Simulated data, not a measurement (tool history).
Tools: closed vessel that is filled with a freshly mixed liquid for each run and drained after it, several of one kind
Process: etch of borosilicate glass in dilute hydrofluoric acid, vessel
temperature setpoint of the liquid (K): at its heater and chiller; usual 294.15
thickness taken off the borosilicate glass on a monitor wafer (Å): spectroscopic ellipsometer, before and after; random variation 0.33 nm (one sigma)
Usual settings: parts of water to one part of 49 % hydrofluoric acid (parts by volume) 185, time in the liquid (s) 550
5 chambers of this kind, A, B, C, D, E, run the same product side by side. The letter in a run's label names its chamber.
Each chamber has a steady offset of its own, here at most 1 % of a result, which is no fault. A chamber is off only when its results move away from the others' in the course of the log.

run   hour  temperature setpoint of the liquid (K)  parts of water to one part of 49 % hydrofluoric acid (parts by volume)  time in the liquid (s)  read-back film thickness of the borosilicate glass reference wafer, read on the same gauge (nm)  thickness taken off the borosilicate glass on a monitor wafer (Å)
 1A    8.1                                  294.15                                                                     185                     550                                                                                            49.97                                                              555.6
 2D   14.9                                  294.15                                                                     185                     550                                                                                           49.951                                                             557.19
 3C   24.5                                  294.15                                                                     185                     550                                                                                           50.011                                                             551.53
 4B   35.5                                  294.15                                                                     185                     550                                                                                           50.009                                                             553.37
 5E   42.4                                  294.15                                                                     185                     550                                                                                           49.996                                                              554.2
      48.3  -- chamber E: hydrofluoric acid flow meter replaced
 6D   54.5                                  294.15                                                                     185                     550                                                                                           50.019                                                             554.75
 7A   67.5                                  294.15                                                                     185                     550                                                                                           50.021                                                             558.72
 8B   75.8                                  294.15                                                                     185                     550                                                                                           50.025                                                             555.95
 9C   88.2                                  294.15                                                                     185                     550                                                                                           50.015                                                             556.39
10E   95.6                                  294.15                                                                     185                     550                                                                                           49.935                                                             553.08
11B  108.2                                  294.15                                                                     185                     550                                                                                           50.005                                                             558.97
12D  117.5                                  294.15                                                                     185                     550                                                                                           49.993                                                             553.15
13A  132.3                                  290.15                                                                     240                     550                                                                                           50.039                                                             346.47
14C  146.8                                  290.15                                                                     240                     550                                                                                           50.014                                                             346.33
15E  158.7                                  290.15                                                                     240                     550                                                                                            50.03                                                             347.97
16B  168.5                                  290.15                                                                     240                     550                                                                                           50.027                                                             351.58
17E    182                                  290.15                                                                     240                     550                                                                                           50.031                                                             344.64
18A  191.4                                  294.15                                                                     185                     385                                                                                           49.988                                                             389.37
19D    204                                  294.15                                                                     185                     385                                                                                           49.987                                                             388.41
20C  210.8                                  294.15                                                                     185                     385                                                                                           49.995                                                              386.2
21D    225                                  294.15                                                                     185                     385                                                                                           49.986                                                              385.8
22B  234.6                                  294.15                                                                     185                     385                                                                                            49.97                                                             399.15
23C  243.5                                  294.15                                                                     185                     550                                                                                           50.002                                                             547.14
24E  256.7                                  294.15                                                                     185                     550                                                                                           49.971                                                             552.95
     258.5  -- chamber D: hydrofluoric acid flow meter replaced
25A  267.1                                  294.15                                                                     185                     550                                                                                           50.006                                                             561.17
26B  276.2                                  294.15                                                                     185                     550                                                                                           49.976                                                             575.14
     278.3  -- chamber B: hydrofluoric acid flow meter replaced
27C  288.9                                  294.15                                                                     185                     550                                                                                           50.023                                                             547.47
28E  302.4                                  294.15                                                                     185                     550                                                                                            50.01                                                                554
29A  316.2                                  294.15                                                                     185                     550                                                                                           49.985                                                             557.25
30D  327.1                                  294.15                                                                     110                     550                                                                                           49.948                                                             1029.8
     330.7  -- chamber A: thermometer replaced
31B  339.1                                  294.15                                                                     110                     550                                                                                           50.019                                                               1042
32D  350.4                                  294.15                                                                     110                     550                                                                                           50.022                                                             1023.3
33C  362.7                                  294.15                                                                     110                     550                                                                                           49.996                                                             1003.4
34A  369.7                                  294.15                                                                     110                     550                                                                                           50.006                                                             1009.1
35E  380.8                                  292.15                                                                     235                     550                                                                                           49.998                                                             384.51
36B  388.6                                  292.15                                                                     235                     550                                                                                           50.003                                                             405.07
37E  397.9                                  292.15                                                                     235                     550                                                                                           49.976                                                             386.49
38C  407.2                                  292.15                                                                     235                     550                                                                                           49.988                                                             382.04
39D  419.8                                  292.15                                                                     235                     550                                                                                            49.98                                                             386.29
40A  432.6                                  294.15                                                                     185                     230                                                                                           49.991                                                              231.9
41C  443.1                                  294.15                                                                     185                     230                                                                                           50.019                                                              229.4

Next, every chamber runs the same settings. What will each give?
42A  453.8                                  290.15                                                                     185                     550                                                                                                                                                                   ?
42B  453.8                                  290.15                                                                     185                     550                                                                                                                                                                   ?
42C  453.8                                  290.15                                                                     185                     550                                                                                                                                                                   ?
42D  453.8                                  290.15                                                                     185                     550                                                                                                                                                                   ?
42E  453.8                                  290.15                                                                     185                     550                                                                                                                                                                   ?

run  thickness taken off the borosilicate glass on a monitor wafer (Å)
42A                                                             476.68
42B                                                             503.51
42C                                                             464.77
42D                                                             472.64
42E                                                             476.15
